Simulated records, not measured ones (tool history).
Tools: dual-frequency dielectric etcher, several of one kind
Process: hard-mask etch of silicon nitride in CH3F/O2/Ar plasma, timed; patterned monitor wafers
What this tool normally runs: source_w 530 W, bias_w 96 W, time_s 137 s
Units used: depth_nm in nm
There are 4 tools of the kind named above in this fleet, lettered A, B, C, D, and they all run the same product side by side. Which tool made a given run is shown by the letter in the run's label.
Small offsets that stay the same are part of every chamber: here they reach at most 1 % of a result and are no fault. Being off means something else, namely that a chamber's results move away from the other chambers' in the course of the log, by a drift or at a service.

run,hour,source_w,bias_w,time_s,"read-back reference wafer on the same gauge, depth_nm",depth_nm
1C,7.9,530,96,137,107.07,117.28
# hour 16.4: chamber B: wet clean of the chamber
2B,17.6,530,96,137,106.98,116.61
3D,25.4,530,96,137,107.1,117.39
4A,30.9,530,96,137,106.94,117.06
5A,37.9,530,96,137,107.15,118.37
6B,45.4,530,96,137,106.96,116.84
7C,51.9,530,96,137,106.93,118.32
8D,61.2,530,96,137,106.92,118.53
9A,70.3,530,96,137,106.92,117.7
10D,77.2,530,96,137,107.04,118.59
11C,86.4,530,96,123.5,107.04,106.17
12B,96.4,530,96,123.5,107.07,105.96
13B,104,530,96,123.5,106.91,105.85
14C,109.6,530,96,123.5,106.94,106.16
15D,118.9,530,96,137,106.91,117.57
16A,128.8,530,96,137,107,117.19
17A,138,530,96,137,107,116.15
18C,143.3,530,96,137,106.85,117.78
# hour 145: chamber D: wet clean of the chamber
19B,149.6,530,96,137,106.8,117.01
20D,158.7,530,96,116,106.99,99.491
# hour 166.5: chamber A: wet clean of the chamber
21A,169.2,530,96,116,106.93,98.802
22D,174.5,530,96,116,107.05,99.576
23B,181.4,530,96,116,107.05,99.667
24C,187.8,530,96,137,107.05,118.85
# hour 190.1: chamber C: wet clean of the chamber
25A,192.7,530,96,137,107.02,117.45
26B,199.5,410,96,116,106.9,90.309
27C,209.9,410,96,116,106.94,91.002
28D,214.7,410,96,116,106.91,91.493
29D,222.3,410,96,116,106.98,90.663
30C,229.7,530,96,137,107.1,118.68
31A,240.2,530,96,137,107.01,116.51
32B,245.2,530,96,137,107.07,117.84
33B,254.2,530,96,137,107.12,117.59
34A,261.1,470,84,137,107.1,105.97
35D,269.4,470,84,137,107,107.63
36C,275,470,84,137,106.94,107.68
37C,280.7,470,84,137,106.93,108.13
38B,290.2,530,96,137,107.04,116.91
39A,299.7,530,96,137,107,117.13
40D,307.5,530,96,137,106.81,118
41A,317.4,530,96,137,107.08,116.72

Next, all 4 chambers run the settings below, one line each with question marks for the results. What does each chamber give?
42A,324.9,530,96,137,,?
42B,324.9,530,96,137,,?
42C,324.9,530,96,137,,?
42D,324.9,530,96,137,,?

run,depth_nm
42A,117.5
42B,117.14
42C,118.78
42D,119.19
